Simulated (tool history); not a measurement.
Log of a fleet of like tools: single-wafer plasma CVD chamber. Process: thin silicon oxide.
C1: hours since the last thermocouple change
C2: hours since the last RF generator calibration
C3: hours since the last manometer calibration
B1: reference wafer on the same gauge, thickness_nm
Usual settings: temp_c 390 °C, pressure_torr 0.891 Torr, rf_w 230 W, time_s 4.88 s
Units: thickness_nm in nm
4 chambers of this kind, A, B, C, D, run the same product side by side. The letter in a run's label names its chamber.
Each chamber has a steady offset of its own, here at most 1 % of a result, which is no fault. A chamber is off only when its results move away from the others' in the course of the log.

Run 1B, hour 7.8: usual settings; C1 1024.7; C2 953.6; C3 262.4; B1 10.408. Result: thickness_nm 8.8505 nm.
Run 2A, hour 15.9: usual settings; C1 1627.7; C2 991.4; C3 567.8; B1 10.4. Result: thickness_nm 8.8532 nm.
Run 3D, hour 25.7: usual settings; C1 1135.8; C2 481.3; C3 900.6; B1 10.415. Result: thickness_nm 8.7804 nm.
Run 4C, hour 34.3: usual settings; C1 2613.6; C2 1671.9; C3 59.6; B1 10.396. Result: thickness_nm 8.7112 nm.
Run 5C, hour 39.8: usual settings; C1 2619.1; C2 1677.4; C3 65.1; B1 10.392. Result: thickness_nm 8.8458 nm.
Run 6A, hour 49.6: usual settings; C1 1661.4; C2 1025.1; C3 601.5; B1 10.39. Result: thickness_nm 8.9889 nm.
Run 7D, hour 54.4: usual settings; C1 1164.5; C2 510; C3 929.3; B1 10.407. Result: thickness_nm 8.7615 nm.
Run 8B, hour 60.2: usual settings but pressure_torr 0.704 Torr, rf_w 270 W; C1 1077.1; C2 1006; C3 314.8; B1 10.392. Result: thickness_nm 7.6687 nm.
Run 9C, hour 68.5: usual settings but pressure_torr 0.704 Torr, rf_w 270 W; C1 2647.8; C2 1706.1; C3 93.8; B1 10.38. Result: thickness_nm 7.5747 nm.
Run 10B, hour 75.1: usual settings but pressure_torr 0.704 Torr, rf_w 270 W; C1 1092; C2 1020.9; C3 329.7; B1 10.404. Result: thickness_nm 7.6219 nm.
Run 11A, hour 79.9: usual settings but pressure_torr 0.704 Torr, rf_w 270 W; C1 1691.7; C2 1055.4; C3 631.8; B1 10.4. Result: thickness_nm 7.7264 nm.
Run 12D, hour 85.7: usual settings; C1 1195.8; C2 541.3; C3 960.6; B1 10.401. Result: thickness_nm 8.709 nm.
Run 13B, hour 90.3: usual settings; C1 1107.2; C2 1036.1; C3 344.9; B1 10.414. Result: thickness_nm 8.9275 nm.
Run 14A, hour 100: usual settings; C1 1711.8; C2 1075.5; C3 651.9; B1 10.406. Result: thickness_nm 8.9446 nm.
Run 15C, hour 108.3: usual settings; C1 2687.6; C2 1745.9; C3 133.6; B1 10.4. Result: thickness_nm 8.7517 nm.
Run 16D, hour 115.8: usual settings; C1 1225.9; C2 571.4; C3 990.7; B1 10.412. Result: thickness_nm 8.7655 nm.
Run 17A, hour 125.4: usual settings; C1 1737.2; C2 1100.9; C3 677.3; B1 10.392. Result: thickness_nm 8.9043 nm.
At hour 132.8: chamber C: RF generator calibrated.
Run 18D, hour 134.7: usual settings but rf_w 205 W, time_s 4.29 s; C1 1244.8; C2 590.3; C3 1009.6; B1 10.404. Result: thickness_nm 7.32 nm.
Run 19C, hour 139.7: usual settings but rf_w 205 W, time_s 4.29 s; C1 2719; C2 6.9; C3 165; B1 10.395. Result: thickness_nm 7.2906 nm.
Run 20B, hour 148.4: usual settings but rf_w 205 W, time_s 4.29 s; C1 1165.3; C2 1094.2; C3 403; B1 10.387. Result: thickness_nm 7.3571 nm.
Run 21B, hour 155.1: usual settings but rf_w 205 W, time_s 4.29 s; C1 1172; C2 1100.9; C3 409.7; B1 10.406. Result: thickness_nm 7.2627 nm.
Run 22C, hour 161.7: usual settings; C1 2741; C2 28.9; C3 187; B1 10.397. Result: thickness_nm 8.7976 nm.
Run 23D, hour 167.3: usual settings; C1 1277.4; C2 622.9; C3 1042.2; B1 10.397. Result: thickness_nm 8.7285 nm.
Run 24A, hour 174.9: usual settings; C1 1786.7; C2 1150.4; C3 726.8; B1 10.409. Result: thickness_nm 8.9195 nm.
Run 25D, hour 183.6: usual settings; C1 1293.7; C2 639.2; C3 1058.5; B1 10.385. Result: thickness_nm 8.7313 nm.
Run 26B, hour 192.1: usual settings; C1 1209; C2 1137.9; C3 446.7; B1 10.388. Result: thickness_nm 8.8264 nm.
Run 27C, hour 199.4: usual settings; C1 2778.7; C2 66.6; C3 224.7; B1 10.392. Result: thickness_nm 8.7823 nm.
Run 28A, hour 205.6: usual settings; C1 1817.4; C2 1181.1; C3 757.5; B1 10.385. Result: thickness_nm 8.9178 nm.
Run 29D, hour 215.4: usual settings; C1 1325.5; C2 671; C3 1090.3; B1 10.394. Result: thickness_nm 8.7852 nm.
Run 30B, hour 222.2: usual settings; C1 1239.1; C2 1168; C3 476.8; B1 10.396. Result: thickness_nm 8.9264 nm.
Run 31A, hour 230.3: usual settings; C1 1842.1; C2 1205.8; C3 782.2; B1 10.412. Result: thickness_nm 8.8451 nm.
Run 32C, hour 239.9: usual settings; C1 2819.2; C2 107.1; C3 265.2; B1 10.389. Result: thickness_nm 8.7902 nm.
Run 33D, hour 248.6: usual settings; C1 1358.7; C2 704.2; C3 1123.5; B1 10.406. Result: thickness_nm 8.8756 nm.
Run 34B, hour 257.3: usual settings; C1 1274.2; C2 1203.1; C3 511.9; B1 10.403. Result: thickness_nm 8.7714 nm.
Run 35C, hour 262.5: usual settings; C1 2841.8; C2 129.7; C3 287.8; B1 10.396. Result: thickness_nm 8.7155 nm.
Run 36A, hour 271: usual settings; C1 1882.8; C2 1246.5; C3 822.9; B1 10.407. Result: thickness_nm 8.9656 nm.

Next, every chamber runs the same settings. What will each give?
Run 37A, hour 278.2: usual settings. Result: thickness_nm ?.
Run 37B, hour 278.2: usual settings. Result: thickness_nm ?.
Run 37C, hour 278.2: usual settings. Result: thickness_nm ?.
Run 37D, hour 278.2: usual settings. Result: thickness_nm ?.

run  thickness_nm
37A        8.9219
37B        8.8251
37C        8.8221
37D        8.7286
